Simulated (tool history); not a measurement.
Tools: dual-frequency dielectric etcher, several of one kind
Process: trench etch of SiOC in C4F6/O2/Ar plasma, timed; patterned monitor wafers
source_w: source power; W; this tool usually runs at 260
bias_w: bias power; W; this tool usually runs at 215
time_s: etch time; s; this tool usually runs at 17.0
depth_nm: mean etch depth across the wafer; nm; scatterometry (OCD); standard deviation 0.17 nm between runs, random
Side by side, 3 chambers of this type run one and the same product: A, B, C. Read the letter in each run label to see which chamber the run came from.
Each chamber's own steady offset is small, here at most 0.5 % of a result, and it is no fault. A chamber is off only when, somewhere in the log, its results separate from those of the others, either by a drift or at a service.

run   hour  source_w  bias_w  time_s  hours since the last wet clean  hours since the last source power generator calibration  hours since the last bias power generator calibration  read-back reference wafer on the same gauge, depth_nm  depth_nm
 1A    5.5       260     215    17.0                           378.4                                                    556.2                                                   72.6                                                 37.932    31.684
 2C    9.4       260     215    17.0                           117.5                                                   1366.0                                                  751.1                                                 37.939    31.783
 3B   13.1       260     215    17.0                           163.7                                                   1777.5                                                 2189.7                                                 37.868    32.022
 4C   18.0       260     215    17.0                           126.1                                                   1374.6                                                  759.7                                                 37.925    31.877
 5B   22.5       260     215    17.0                           173.1                                                   1786.9                                                 2199.1                                                 37.875    32.081
 6A   25.2       260     215    17.0                           398.1                                                    575.9                                                   92.3                                                 37.904    31.191
 7A   28.5       260     215    17.0                           401.4                                                    579.2                                                   95.6                                                 37.930    31.718
 8B   32.3       260     215    17.0                           182.9                                                   1796.7                                                 2208.9                                                 37.938    31.848
 9C   36.7       260     215    17.0                           144.8                                                   1393.3                                                  778.4                                                 37.902    31.749
10B   41.8       300     215    17.0                           192.4                                                   1806.2                                                 2218.4                                                 37.877    33.635
11C   45.5       300     215    17.0                           153.6                                                   1402.1                                                  787.2                                                 37.888    33.824
      46.7  -- chamber A: wet clean of the chamber
12A   50.3       300     215    17.0                             3.6                                                    601.0                                                  117.4                                                 37.888    32.332
13B   54.3       260     215    17.0                           204.9                                                   1818.7                                                 2230.9                                                 37.919    31.891
14A   59.5       260     215    17.0                            12.8                                                    610.2                                                  126.6                                                 37.877    30.444
15C   63.9       230     215    17.0                           172.0                                                   1420.5                                                  805.6                                                 37.891    30.189
16C   66.5       230     215    17.0                           174.6                                                   1423.1                                                  808.2                                                 37.944    30.389
17B   69.1       230     215    17.0                           219.7                                                   1833.5                                                 2245.7                                                 37.869    30.040
18A   72.9       260     191    17.0                            26.2                                                    623.6                                                  140.0                                                 37.876    29.330
19C   76.4       260     191    17.0                           184.5                                                   1433.0                                                  818.1                                                 37.838    30.592
20A   79.7       260     191    17.0                            33.0                                                    630.4                                                  146.8                                                 37.927    29.451
21B   83.1       260     215    17.0                           233.7                                                   1847.5                                                 2259.7                                                 37.942    31.941
22A   88.1       260     215    17.0                            41.4                                                    638.8                                                  155.2                                                 37.913    30.397
23C   93.6       200     215    17.0                           201.7                                                   1450.2                                                  835.3                                                 37.879    28.735
24B   97.5       200     215    17.0                           248.1                                                   1861.9                                                 2274.1                                                 37.872    28.805
25C  101.5       200     215    17.0                           209.6                                                   1458.1                                                  843.2                                                 37.952    28.793
26B  106.4       260     215    17.0                           257.0                                                   1870.8                                                 2283.0                                                 37.900    31.917
27A  110.9       260     215    17.0                            64.2                                                    661.6                                                  178.0                                                 37.941    30.182
28A  115.3       260     215    17.0                            68.6                                                    666.0                                                  182.4                                                 37.919    30.383
29B  117.9       260     165    13.0                           268.5                                                   1882.3                                                 2294.5                                                 37.901    22.468
30C  121.7       260     165    13.0                           229.8                                                   1478.3                                                  863.4                                                 37.912    22.142
31A  126.3       260     165    13.0                            79.6                                                    677.0                                                  193.4                                                 37.872    21.178
32C  130.5       260     215    17.0                           238.6                                                   1487.1                                                  872.2                                                 37.902    31.738
33B  133.0       260     215    17.0                           283.6                                                   1897.4                                                 2309.6                                                 37.916    31.584
34C  135.9       260     215    17.0                           244.0                                                   1492.5                                                  877.6                                                 37.844    31.703
35A  140.8       260     173    20.0                            94.1                                                    691.5                                                  207.9                                                 37.887    33.220
36B  145.0       260     173    20.0                           295.6                                                   1909.4                                                 2321.6                                                 37.890    34.830

The same settings go to every chamber for the next run, one line per chamber below. Forecast the results for each:
37A  149.0       260     215    14.5                                                                                                                                                                                                                ?
37B  149.0       260     215    14.5                                                                                                                                                                                                                ?
37C  149.0       260     215    14.5                                                                                                                                                                                                                ?

run  depth_nm
37A    25.895
37B    27.190
37C    27.083
